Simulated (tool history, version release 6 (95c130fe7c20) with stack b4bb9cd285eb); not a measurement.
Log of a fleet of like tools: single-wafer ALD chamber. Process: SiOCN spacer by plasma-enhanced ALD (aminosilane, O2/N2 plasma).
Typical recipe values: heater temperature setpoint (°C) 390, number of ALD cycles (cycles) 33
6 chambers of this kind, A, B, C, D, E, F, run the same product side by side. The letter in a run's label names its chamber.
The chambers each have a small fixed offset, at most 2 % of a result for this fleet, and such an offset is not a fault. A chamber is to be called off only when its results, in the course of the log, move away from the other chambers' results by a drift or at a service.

run	hour	heater temperature setpoint (°C)	number of ALD cycles (cycles)	read-back reference wafer on the same gauge, thickness_nm	mean film thickness on the monitor wafer (Å)
1C	7.1	390	33	1.6697	20.098
2A	18.3	390	33	1.669	19.999
3E	30.2	390	33	1.6695	19.53
4F	44.6	390	33	1.67	19.689
5D	53.4	390	33	1.6723	19.985
6B	61.1	377	27	1.6701	16.206
# hour 66.3: chamber F: thermocouple changed; heater temperature recalibrated
7B	74.1	377	27	1.6689	16.016
8C	81.7	377	27	1.671	16.436
9A	94.6	377	27	1.6713	16.447
10F	107.6	377	27	1.6687	16.212
11E	121.4	377	27	1.6689	15.987
12D	131	390	33	1.6669	20.057
13D	138.8	390	33	1.6711	19.999
14E	150.4	390	33	1.669	19.658
15B	158.2	399	36	1.67	21.834
16F	164.9	399	36	1.6711	21.47
17C	175.2	399	36	1.6703	21.798
18A	183.9	399	36	1.6689	21.826
19A	196.1	399	36	1.6701	21.797
20B	210.9	399	36	1.6697	21.791
21C	225.9	390	33	1.6692	20.067
22E	235.8	390	33	1.6698	19.608
23D	242.8	399	39	1.6695	23.371
24F	252	399	39	1.6668	23.333
25C	259.2	399	39	1.6692	23.62
26F	270	399	39	1.6714	23.15
27E	283.4	399	39	1.6684	23.329
28A	292.9	399	39	1.67	23.392
29D	304.4	390	33	1.6715	19.832
30B	315.3	390	36	1.6678	21.796
31D	325.7	390	36	1.6674	21.599
32A	338.9	390	36	1.6707	21.755
33F	351.2	390	36	1.6705	21.499
# hour 357.5: chamber C: thermocouple changed; heater temperature recalibrated
34E	359.6	390	36	1.6696	21.385
35C	366.4	390	36	1.6675	21.994
36B	380.1	390	33	1.6698	19.78
37C	390.9	390	33	1.671	20.094

Predict what each chamber gives when all 6 of them run the settings below next.
38A	401.8	390	33		?
38B	401.8	390	33		?
38C	401.8	390	33		?
38D	401.8	390	33		?
38E	401.8	390	33		?
38F	401.8	390	33		?

run	mean film thickness on the monitor wafer (Å)
38A	19.902
38B	20.009
38C	20.23
38D	19.939
38E	19.474
38F	19.604
